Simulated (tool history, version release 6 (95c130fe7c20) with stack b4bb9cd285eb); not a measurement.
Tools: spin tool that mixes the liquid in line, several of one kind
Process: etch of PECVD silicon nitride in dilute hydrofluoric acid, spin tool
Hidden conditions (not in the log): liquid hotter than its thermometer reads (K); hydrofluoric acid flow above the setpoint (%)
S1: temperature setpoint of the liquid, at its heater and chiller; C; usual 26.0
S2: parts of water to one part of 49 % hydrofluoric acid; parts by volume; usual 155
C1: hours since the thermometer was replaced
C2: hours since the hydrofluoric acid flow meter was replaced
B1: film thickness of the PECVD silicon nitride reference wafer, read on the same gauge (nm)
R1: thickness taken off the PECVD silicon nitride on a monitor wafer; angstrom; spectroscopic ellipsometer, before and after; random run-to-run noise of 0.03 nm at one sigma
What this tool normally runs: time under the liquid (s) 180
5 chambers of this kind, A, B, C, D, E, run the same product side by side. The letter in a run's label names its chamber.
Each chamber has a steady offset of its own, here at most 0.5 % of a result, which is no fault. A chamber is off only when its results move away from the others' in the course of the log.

{"run": "1E", "hour": 5.8, "S1": 26.0, "S2": 155, "time under the liquid (s)": 180, "C1": 107.0, "C2": 1654.8, "B1": 40.012, "R1": 22.559}
{"run": "2C", "hour": 11.1, "S1": 26.0, "S2": 155, "time under the liquid (s)": 180, "C1": 352.6, "C2": 1497.6, "B1": 40.033, "R1": 22.695}
{"run": "3D", "hour": 22.3, "S1": 26.0, "S2": 155, "time under the liquid (s)": 180, "C1": 2175.6, "C2": 1178.1, "B1": 40.011, "R1": 22.818}
{"run": "4A", "hour": 29.1, "S1": 26.0, "S2": 155, "time under the liquid (s)": 180, "C1": 131.2, "C2": 1493.2, "B1": 39.988, "R1": 22.691}
{"run": "5B", "hour": 39.0, "S1": 26.0, "S2": 155, "time under the liquid (s)": 120, "C1": 788.2, "C2": 1778.6, "B1": 40.015, "R1": 15.364}
{"run": "6E", "hour": 44.8, "S1": 26.0, "S2": 155, "time under the liquid (s)": 120, "C1": 146.0, "C2": 1693.8, "B1": 40.003, "R1": 15.421}
{"run": "7C", "hour": 55.6, "S1": 26.0, "S2": 155, "time under the liquid (s)": 120, "C1": 397.1, "C2": 1542.1, "B1": 40.054, "R1": 15.099}
{"run": "8A", "hour": 64.2, "S1": 26.0, "S2": 155, "time under the liquid (s)": 120, "C1": 166.3, "C2": 1528.3, "B1": 39.995, "R1": 15.244}
{"run": "9B", "hour": 71.0, "S1": 26.0, "S2": 155, "time under the liquid (s)": 120, "C1": 820.2, "C2": 1810.6, "B1": 39.985, "R1": 15.471}
{"run": "10D", "hour": 82.6, "S1": 30.5, "S2": 155, "time under the liquid (s)": 180, "C1": 2235.9, "C2": 1238.4, "B1": 40.043, "R1": 30.052}
{"run": "11A", "hour": 88.9, "S1": 30.5, "S2": 155, "time under the liquid (s)": 180, "C1": 191.0, "C2": 1553.0, "B1": 39.951, "R1": 29.712}
{"run": "12C", "hour": 99.2, "S1": 30.5, "S2": 155, "time under the liquid (s)": 180, "C1": 440.7, "C2": 1585.7, "B1": 40.016, "R1": 30.007}
{"run": "13E", "hour": 105.2, "S1": 30.5, "S2": 155, "time under the liquid (s)": 180, "C1": 206.4, "C2": 1754.2, "B1": 39.991, "R1": 29.889}
{"run": "14D", "hour": 112.4, "S1": 30.5, "S2": 155, "time under the liquid (s)": 180, "C1": 2265.7, "C2": 1268.2, "B1": 39.994, "R1": 29.779}
{"run": "15B", "hour": 123.6, "S1": 26.0, "S2": 155, "time under the liquid (s)": 180, "C1": 872.8, "C2": 1863.2, "B1": 40.002, "R1": 23.322}
{"run": "16B", "hour": 132.9, "S1": 30.5, "S2": 185, "time under the liquid (s)": 180, "C1": 882.1, "C2": 1872.5, "B1": 39.987, "R1": 26.1}
{"hour": 133.4, "done": "chamber A: hydrofluoric acid flow meter replaced"}
{"run": "17C", "hour": 144.0, "S1": 30.5, "S2": 185, "time under the liquid (s)": 180, "C1": 485.5, "C2": 1630.5, "B1": 39.981, "R1": 24.517}
{"run": "18E", "hour": 153.2, "S1": 30.5, "S2": 185, "time under the liquid (s)": 180, "C1": 254.4, "C2": 1802.2, "B1": 40.011, "R1": 25.275}
{"run": "19D", "hour": 162.0, "S1": 30.5, "S2": 185, "time under the liquid (s)": 180, "C1": 2315.3, "C2": 1317.8, "B1": 40.029, "R1": 25.513}
{"run": "20A", "hour": 172.4, "S1": 30.5, "S2": 185, "time under the liquid (s)": 180, "C1": 274.5, "C2": 39.0, "B1": 40.021, "R1": 24.975}
{"run": "21D", "hour": 183.2, "S1": 27.5, "S2": 155, "time under the liquid (s)": 275, "C1": 2336.5, "C2": 1339.0, "B1": 39.972, "R1": 38.339}
{"run": "22B", "hour": 190.6, "S1": 27.5, "S2": 155, "time under the liquid (s)": 275, "C1": 939.8, "C2": 1930.2, "B1": 39.962, "R1": 40.067}
{"run": "23E", "hour": 198.5, "S1": 27.5, "S2": 155, "time under the liquid (s)": 275, "C1": 299.7, "C2": 1847.5, "B1": 39.951, "R1": 37.01}
{"run": "24C", "hour": 207.7, "S1": 27.5, "S2": 155, "time under the liquid (s)": 275, "C1": 549.2, "C2": 1694.2, "B1": 39.974, "R1": 37.775}
{"run": "25A", "hour": 218.6, "S1": 27.5, "S2": 155, "time under the liquid (s)": 275, "C1": 320.7, "C2": 85.2, "B1": 39.971, "R1": 37.844}
{"run": "26B", "hour": 225.8, "S1": 26.0, "S2": 155, "time under the liquid (s)": 180, "C1": 975.0, "C2": 1965.4, "B1": 39.998, "R1": 23.882}
{"run": "27E", "hour": 232.7, "S1": 26.0, "S2": 155, "time under the liquid (s)": 180, "C1": 333.9, "C2": 1881.7, "B1": 40.016, "R1": 22.963}
{"run": "28A", "hour": 244.0, "S1": 26.0, "S2": 155, "time under the liquid (s)": 180, "C1": 346.1, "C2": 110.6, "B1": 39.977, "R1": 23.066}
{"run": "29D", "hour": 255.5, "S1": 26.0, "S2": 155, "time under the liquid (s)": 180, "C1": 2408.8, "C2": 1411.3, "B1": 39.995, "R1": 22.606}
{"run": "30C", "hour": 266.7, "S1": 26.0, "S2": 155, "time under the liquid (s)": 180, "C1": 608.2, "C2": 1753.2, "B1": 39.992, "R1": 22.211}
{"hour": 276.8, "done": "chamber D: thermometer replaced"}
{"run": "31A", "hour": 276.8, "S1": 26.0, "S2": 155, "time under the liquid (s)": 180, "C1": 378.9, "C2": 143.4, "B1": 40.008, "R1": 22.996}
{"run": "32D", "hour": 288.0, "S1": 26.0, "S2": 155, "time under the liquid (s)": 180, "C1": 11.3, "C2": 1443.8, "B1": 39.993, "R1": 22.609}
{"hour": 295.6, "done": "chamber E: hydrofluoric acid flow meter replaced"}
{"run": "33B", "hour": 295.9, "S1": 26.0, "S2": 155, "time under the liquid (s)": 180, "C1": 1045.1, "C2": 2035.5, "B1": 40.011, "R1": 24.13}
{"run": "34C", "hour": 304.8, "S1": 26.0, "S2": 155, "time under the liquid (s)": 180, "C1": 646.3, "C2": 1791.3, "B1": 40.011, "R1": 22.701}
{"run": "35E", "hour": 314.4, "S1": 26.0, "S2": 155, "time under the liquid (s)": 180, "C1": 415.6, "C2": 18.9, "B1": 40.037, "R1": 22.623}
{"run": "36D", "hour": 324.5, "S1": 26.0, "S2": 155, "time under the liquid (s)": 180, "C1": 47.8, "C2": 1480.3, "B1": 39.987, "R1": 22.518}
{"run": "37E", "hour": 330.6, "S1": 26.0, "S2": 155, "time under the liquid (s)": 180, "C1": 431.8, "C2": 35.1, "B1": 40.0, "R1": 23.028}
{"run": "38A", "hour": 338.2, "S1": 26.0, "S2": 155, "time under the liquid (s)": 180, "C1": 440.3, "C2": 204.8, "B1": 40.05, "R1": 23.009}

One chamber off, gauge drift, or nothing amiss beyond the chambers' own small offsets? If it is a chamber, which one, and what is the likeliest cause?

One chamber, B, drifts off from the rest bit by bit.
Likeliest cause: liquid hotter than its thermometer reads (K) = 1.19.
With only this log, it may be confused with: hydrofluoric acid flow above the setpoint (%).

Below are 4 candidate recipes for chamber B's next run, each the usual settings with a change, their results shown as question marks. Which of them brings B's results back in line with what the other chambers give on the usual settings?
Counts as in line when no further than this from what the other chambers average on the usual settings: R1 1.100 angstrom
{"run": "39B-1", "hour": 346.8, "S1": 25.5, "S2": 155, "time under the liquid (s)": 155, "R1": "?"}
{"run": "39B-2", "hour": 346.8, "S1": 26.0, "S2": 155, "time under the liquid (s)": 165, "R1": "?"}
{"run": "39B-3", "hour": 346.8, "S1": 26.5, "S2": 145, "time under the liquid (s)": 180, "R1": "?"}
{"run": "39B-4", "hour": 346.8, "S1": 26.5, "S2": 145, "time under the liquid (s)": 195, "R1": "?"}

What the other chambers average on the usual settings: R1 22.735 angstrom
run=39B-1 R1=20.495
run=39B-2 R1=22.527
run=39B-3 R1=27.128
run=39B-4 R1=29.388
39B-2 is the one that brings the chamber's results back in line with the other chambers.
